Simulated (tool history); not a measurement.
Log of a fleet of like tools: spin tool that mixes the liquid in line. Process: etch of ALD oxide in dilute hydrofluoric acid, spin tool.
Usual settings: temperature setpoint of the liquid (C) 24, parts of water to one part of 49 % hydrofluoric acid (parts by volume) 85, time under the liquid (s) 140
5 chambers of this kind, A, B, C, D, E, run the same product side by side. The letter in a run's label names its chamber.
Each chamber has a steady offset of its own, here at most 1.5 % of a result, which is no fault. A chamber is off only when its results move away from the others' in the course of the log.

| run | day | temperature setpoint of the liquid (C) | parts of water to one part of 49 % hydrofluoric acid (parts by volume) | time under the liquid (s) | hours since the thermometer was replaced | hours since the hydrofluoric acid flow meter was replaced | read-back film thickness of the ALD oxide reference wafer, read on the same gauge (nm) | thickness taken off the ALD oxide on a monitor wafer (nm) |
|---|---|---|---|---|---|---|---|---|
| 1C | 0.512 | 24 | 85 | 140 | 328 | 705.3 | 150.04 | 38.385 |
| 2B | 0.858 | 24 | 85 | 140 | 39.3 | 1667.8 | 150.02 | 37.345 |
| 3D | 1.412 | 24 | 85 | 140 | 356.3 | 293 | 149.97 | 37.592 |
| 4E | 1.717 | 24 | 85 | 140 | 1462.5 | 1112.7 | 150 | 37.608 |
| 5A | 1.988 | 24 | 85 | 140 | 295.1 | 95.2 | 150.01 | 38.2 |
| 6D | 2.404 | 24 | 85 | 140 | 380.1 | 316.8 | 149.97 | 37.558 |
| 7B | 2.679 | 24 | 85 | 140 | 83 | 1711.5 | 150.03 | 37.612 |
|  | 2.792 | chamber B: hydrofluoric acid flow meter replaced |
| 8E | 3.138 | 24 | 85 | 140 | 1496.6 | 1146.8 | 150.02 | 37.788 |
| 9A | 3.65 | 24 | 85 | 140 | 335 | 135.1 | 149.98 | 38.152 |
| 10C | 4 | 24 | 85 | 140 | 411.7 | 789 | 149.98 | 38.238 |
| 11A | 4.542 | 24 | 85 | 140 | 356.4 | 156.5 | 150.01 | 38.31 |
| 12B | 4.867 | 24 | 85 | 140 | 135.5 | 49.8 | 150.02 | 37.432 |
| 13E | 5.212 | 24 | 85 | 140 | 1546.4 | 1196.6 | 150.02 | 37.582 |
| 14C | 5.533 | 24 | 85 | 140 | 448.5 | 825.8 | 149.99 | 38.448 |
| 15D | 5.996 | 24 | 85 | 140 | 466.3 | 403 | 149.98 | 37.524 |
| 16A | 6.483 | 24 | 85 | 140 | 403 | 203.1 | 149.97 | 38.295 |
| 17C | 6.875 | 24 | 85 | 140 | 480.7 | 858 | 150.01 | 38.305 |
| 18B | 7.221 | 24 | 85 | 140 | 192 | 106.3 | 149.96 | 37.354 |
| 19E | 7.688 | 24 | 85 | 140 | 1605.8 | 1256 | 150.01 | 37.767 |
| 20D | 8.046 | 24 | 85 | 140 | 515.5 | 452.2 | 149.98 | 37.38 |
| 21D | 8.492 | 24 | 85 | 140 | 526.2 | 462.9 | 150.01 | 37.347 |
| 22A | 9.025 | 24 | 85 | 140 | 464 | 264.1 | 149.96 | 38.249 |
| 23E | 9.338 | 20.5 | 85 | 185 | 1645.4 | 1295.6 | 149.99 | 43.417 |
| 24B | 9.633 | 20.5 | 85 | 185 | 249.9 | 164.2 | 150.01 | 42.86 |
| 25C | 10.15 | 20.5 | 85 | 185 | 559.3 | 936.6 | 150 | 43.96 |
| 26D | 10.542 | 20.5 | 85 | 185 | 575.4 | 512.1 | 150.03 | 42.884 |
| 27B | 10.867 | 20.5 | 85 | 185 | 279.5 | 193.8 | 149.99 | 42.854 |
| 28A | 11.388 | 24 | 85 | 140 | 520.7 | 320.8 | 149.97 | 38.263 |
| 29E | 11.717 | 24 | 85 | 140 | 1702.5 | 1352.7 | 149.98 | 37.859 |
| 30C | 12.004 | 22 | 85 | 85 | 603.8 | 981.1 | 149.94 | 21.463 |
|  | 12.371 | chamber A: thermometer replaced |
| 31E | 12.388 | 22 | 85 | 85 | 1718.6 | 1368.8 | 149.94 | 21.188 |
| 32B | 12.704 | 22 | 85 | 85 | 323.6 | 237.9 | 150.07 | 21.088 |
| 33D | 13.15 | 22 | 85 | 85 | 638 | 574.7 | 149.97 | 21.005 |
|  | 13.246 | chamber C: thermometer replaced |
| 34A | 13.633 | 22 | 85 | 85 | 30.3 | 374.7 | 150.02 | 21.409 |
| 35C | 13.996 | 24 | 85 | 140 | 18 | 1028.9 | 150.02 | 38.425 |
| 36B | 14.471 | 24 | 85 | 140 | 366 | 280.3 | 150.02 | 37.392 |
| 37C | 14.979 | 24 | 85 | 140 | 41.6 | 1052.5 | 150.02 | 38.643 |

What goes on in this fleet: one chamber off, a drifting gauge, or nothing beyond the chambers' own small offsets? Name the chamber and the cause, if any.

No chamber stands off beyond its own small offset, and the gauge holds steady.
